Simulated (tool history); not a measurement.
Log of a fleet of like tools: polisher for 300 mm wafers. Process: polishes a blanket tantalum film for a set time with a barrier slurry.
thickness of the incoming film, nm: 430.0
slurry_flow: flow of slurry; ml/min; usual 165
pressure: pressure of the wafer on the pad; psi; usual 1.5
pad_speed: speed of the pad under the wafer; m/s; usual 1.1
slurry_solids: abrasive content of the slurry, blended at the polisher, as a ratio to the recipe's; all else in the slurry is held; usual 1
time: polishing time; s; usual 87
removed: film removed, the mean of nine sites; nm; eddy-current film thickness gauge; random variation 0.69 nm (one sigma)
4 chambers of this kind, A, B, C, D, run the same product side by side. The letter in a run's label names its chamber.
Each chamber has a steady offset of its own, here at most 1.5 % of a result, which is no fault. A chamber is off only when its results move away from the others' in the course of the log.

{"day": 0.121, "done": "chamber A: worn pad replaced by a new one"}
{"run": "1C", "day": 0.292, "slurry_flow": 165, "pressure": 1.5, "pad_speed": 1.1, "slurry_solids": 1, "time": 87, "removed": 106.99}
{"run": "2B", "day": 0.475, "slurry_flow": 165, "pressure": 1.5, "pad_speed": 1.1, "slurry_solids": 1, "time": 87, "removed": 105.54}
{"day": 0.671, "done": "chamber D: slurry nozzle cleaned"}
{"run": "3D", "day": 0.675, "slurry_flow": 165, "pressure": 1.5, "pad_speed": 1.1, "slurry_solids": 1, "time": 87, "removed": 107.95}
{"run": "4A", "day": 0.975, "slurry_flow": 165, "pressure": 1.5, "pad_speed": 1.1, "slurry_solids": 1, "time": 87, "removed": 107.95}
{"run": "5B", "day": 1.138, "slurry_flow": 165, "pressure": 1.5, "pad_speed": 1.1, "slurry_solids": 1, "time": 87, "removed": 104.93}
{"run": "6A", "day": 1.425, "slurry_flow": 165, "pressure": 1.5, "pad_speed": 1.1, "slurry_solids": 1, "time": 87, "removed": 107.34}
{"run": "7D", "day": 1.679, "slurry_flow": 165, "pressure": 1.9, "pad_speed": 0.88, "slurry_solids": 1, "time": 87, "removed": 107.4}
{"run": "8C", "day": 1.933, "slurry_flow": 165, "pressure": 1.9, "pad_speed": 0.88, "slurry_solids": 1, "time": 87, "removed": 105.8}
{"run": "9C", "day": 2.254, "slurry_flow": 165, "pressure": 1.9, "pad_speed": 0.88, "slurry_solids": 1, "time": 87, "removed": 106.74}
{"run": "10B", "day": 2.504, "slurry_flow": 165, "pressure": 1.9, "pad_speed": 0.88, "slurry_solids": 1, "time": 87, "removed": 105.53}
{"day": 2.692, "done": "chamber D: worn pad replaced by a new one"}
{"day": 2.696, "done": "chamber A: worn pad replaced by a new one"}
{"run": "11A", "day": 2.792, "slurry_flow": 165, "pressure": 1.5, "pad_speed": 1.1, "slurry_solids": 1, "time": 74, "removed": 90.618}
{"day": 2.867, "done": "chamber B: worn pad replaced by a new one"}
{"day": 2.921, "done": "chamber A: head pressure recalibrated"}
{"run": "12D", "day": 3.046, "slurry_flow": 165, "pressure": 1.5, "pad_speed": 1.1, "slurry_solids": 1, "time": 74, "removed": 91.694}
{"run": "13D", "day": 3.346, "slurry_flow": 165, "pressure": 1.5, "pad_speed": 1.1, "slurry_solids": 1, "time": 74, "removed": 91.353}
{"day": 3.438, "done": "chamber D: slurry blender recalibrated"}
{"run": "14A", "day": 3.517, "slurry_flow": 165, "pressure": 1.5, "pad_speed": 1.1, "slurry_solids": 1, "time": 74, "removed": 91.442}
{"run": "15C", "day": 3.812, "slurry_flow": 210, "pressure": 1.5, "pad_speed": 1.1, "slurry_solids": 1, "time": 87, "removed": 107.43}
{"run": "16B", "day": 4.054, "slurry_flow": 210, "pressure": 1.5, "pad_speed": 1.1, "slurry_solids": 1, "time": 87, "removed": 108.89}
{"run": "17C", "day": 4.338, "slurry_flow": 210, "pressure": 1.5, "pad_speed": 1.1, "slurry_solids": 1, "time": 87, "removed": 108.07}
{"run": "18B", "day": 4.521, "slurry_flow": 210, "pressure": 1.5, "pad_speed": 1.1, "slurry_solids": 1, "time": 87, "removed": 108.48}
{"run": "19A", "day": 4.779, "slurry_flow": 165, "pressure": 1.5, "pad_speed": 1.1, "slurry_solids": 1, "time": 87, "removed": 106.06}
{"day": 4.867, "done": "chamber B: slurry blender recalibrated"}
{"day": 4.983, "done": "chamber A: slurry nozzle cleaned"}
{"run": "20D", "day": 4.996, "slurry_flow": 165, "pressure": 1.5, "pad_speed": 1.1, "slurry_solids": 1, "time": 87, "removed": 106.85}
{"run": "21B", "day": 5.238, "slurry_flow": 165, "pressure": 1.5, "pad_speed": 1.1, "slurry_solids": 1, "time": 87, "removed": 105.17}
{"run": "22D", "day": 5.383, "slurry_flow": 165, "pressure": 1.5, "pad_speed": 1.1, "slurry_solids": 1, "time": 87, "removed": 106.39}
{"day": 5.454, "done": "chamber A: worn pad replaced by a new one"}
{"day": 5.525, "done": "chamber D: worn pad replaced by a new one"}
{"day": 5.625, "done": "chamber C: head pressure recalibrated"}
{"run": "23C", "day": 5.654, "slurry_flow": 165, "pressure": 1.5, "pad_speed": 1.1, "slurry_solids": 1, "time": 87, "removed": 102.57}
{"run": "24A", "day": 5.929, "slurry_flow": 165, "pressure": 1.5, "pad_speed": 1.1, "slurry_solids": 1, "time": 87, "removed": 107.21}
{"run": "25C", "day": 6.125, "slurry_flow": 165, "pressure": 1.5, "pad_speed": 1.1, "slurry_solids": 1, "time": 87, "removed": 102.75}
{"run": "26A", "day": 6.308, "slurry_flow": 165, "pressure": 1.5, "pad_speed": 1.1, "slurry_solids": 1, "time": 87, "removed": 107.58}
{"run": "27D", "day": 6.562, "slurry_flow": 165, "pressure": 1.5, "pad_speed": 1.1, "slurry_solids": 1, "time": 87, "removed": 108.06}
{"run": "28B", "day": 6.767, "slurry_flow": 165, "pressure": 1.5, "pad_speed": 1.1, "slurry_solids": 1, "time": 87, "removed": 104.7}
{"run": "29C", "day": 6.975, "slurry_flow": 165, "pressure": 1.5, "pad_speed": 1.1, "slurry_solids": 1, "time": 87, "removed": 100.79}
{"run": "30D", "day": 7.117, "slurry_flow": 140, "pressure": 1.5, "pad_speed": 1.1, "slurry_solids": 1, "time": 72, "removed": 87.076}
{"run": "31B", "day": 7.342, "slurry_flow": 140, "pressure": 1.5, "pad_speed": 1.1, "slurry_solids": 1, "time": 72, "removed": 84.034}
{"run": "32A", "day": 7.521, "slurry_flow": 140, "pressure": 1.5, "pad_speed": 1.1, "slurry_solids": 1, "time": 72, "removed": 85.355}
{"day": 7.554, "done": "chamber D: slurry blender recalibrated"}
{"run": "33C", "day": 7.821, "slurry_flow": 140, "pressure": 1.5, "pad_speed": 1.1, "slurry_solids": 1, "time": 72, "removed": 80.602}
{"day": 7.933, "done": "chamber A: worn pad replaced by a new one"}
{"run": "34D", "day": 8.021, "slurry_flow": 165, "pressure": 1.5, "pad_speed": 1.1, "slurry_solids": 1, "time": 87, "removed": 106.55}
{"day": 8.029, "done": "chamber B: worn pad replaced by a new one"}
{"day": 8.062, "done": "chamber B: slurry nozzle cleaned"}
{"day": 8.242, "done": "chamber D: worn pad replaced by a new one"}
{"run": "35B", "day": 8.321, "slurry_flow": 165, "pressure": 1.5, "pad_speed": 1.1, "slurry_solids": 1, "time": 87, "removed": 104.68}
{"run": "36A", "day": 8.575, "slurry_flow": 165, "pressure": 1.5, "pad_speed": 1.1, "slurry_solids": 1, "time": 87, "removed": 106.69}
{"run": "37D", "day": 8.838, "slurry_flow": 165, "pressure": 1.5, "pad_speed": 1.1, "slurry_solids": 1, "time": 87, "removed": 107.92}
{"run": "38A", "day": 9.008, "slurry_flow": 165, "pressure": 1.5, "pad_speed": 1.1, "slurry_solids": 1, "time": 87, "removed": 108.4}
{"run": "39C", "day": 9.262, "slurry_flow": 165, "pressure": 1.5, "pad_speed": 1.1, "slurry_solids": 1, "time": 87, "removed": 99.654}
{"run": "40B", "day": 9.567, "slurry_flow": 165, "pressure": 1.5, "pad_speed": 1.1, "slurry_solids": 1, "time": 87, "removed": 104.9}

Is one chamber off against the others, does the gauge drift, or is nothing wrong? If a chamber is off, say which, and what the likeliest cause is.

Chamber C drifts away from the others.
Cause: removal rate lost through wear of the pad, % = 6.2.
The log may not tell that from: slurry flow missing at the pad, %; abrasive missing from the slurry, %.

Here are 4 candidates for chamber C's next run, each the usual settings with a change, their results left as question marks. Which one brings its results back in line with what the others give on the usual settings?
In line means no further than this from the other chambers' mean on the usual settings: removed 2.4 nm
{"run": "41C-1", "day": 9.796, "slurry_flow": 165, "pressure": 1.5, "pad_speed": 1.04, "slurry_solids": 1, "time": 82, "removed": "?"}
{"run": "41C-2", "day": 9.796, "slurry_flow": 165, "pressure": 1.5, "pad_speed": 1.14, "slurry_solids": 1, "time": 90, "removed": "?"}
{"run": "41C-3", "day": 9.796, "slurry_flow": 170, "pressure": 1.5, "pad_speed": 1.1, "slurry_solids": 1, "time": 98, "removed": "?"}
{"run": "41C-4", "day": 9.796, "slurry_flow": 165, "pressure": 1.5, "pad_speed": 1.06, "slurry_solids": 1, "time": 84, "removed": "?"}

The other chambers' mean on the usual settings: removed 106.58 nm
run=41C-1 removed=88.067
run=41C-2 removed=106.1
run=41C-3 removed=111.93
run=41C-4 removed=91.977
41C-2 brings the chamber back in line.
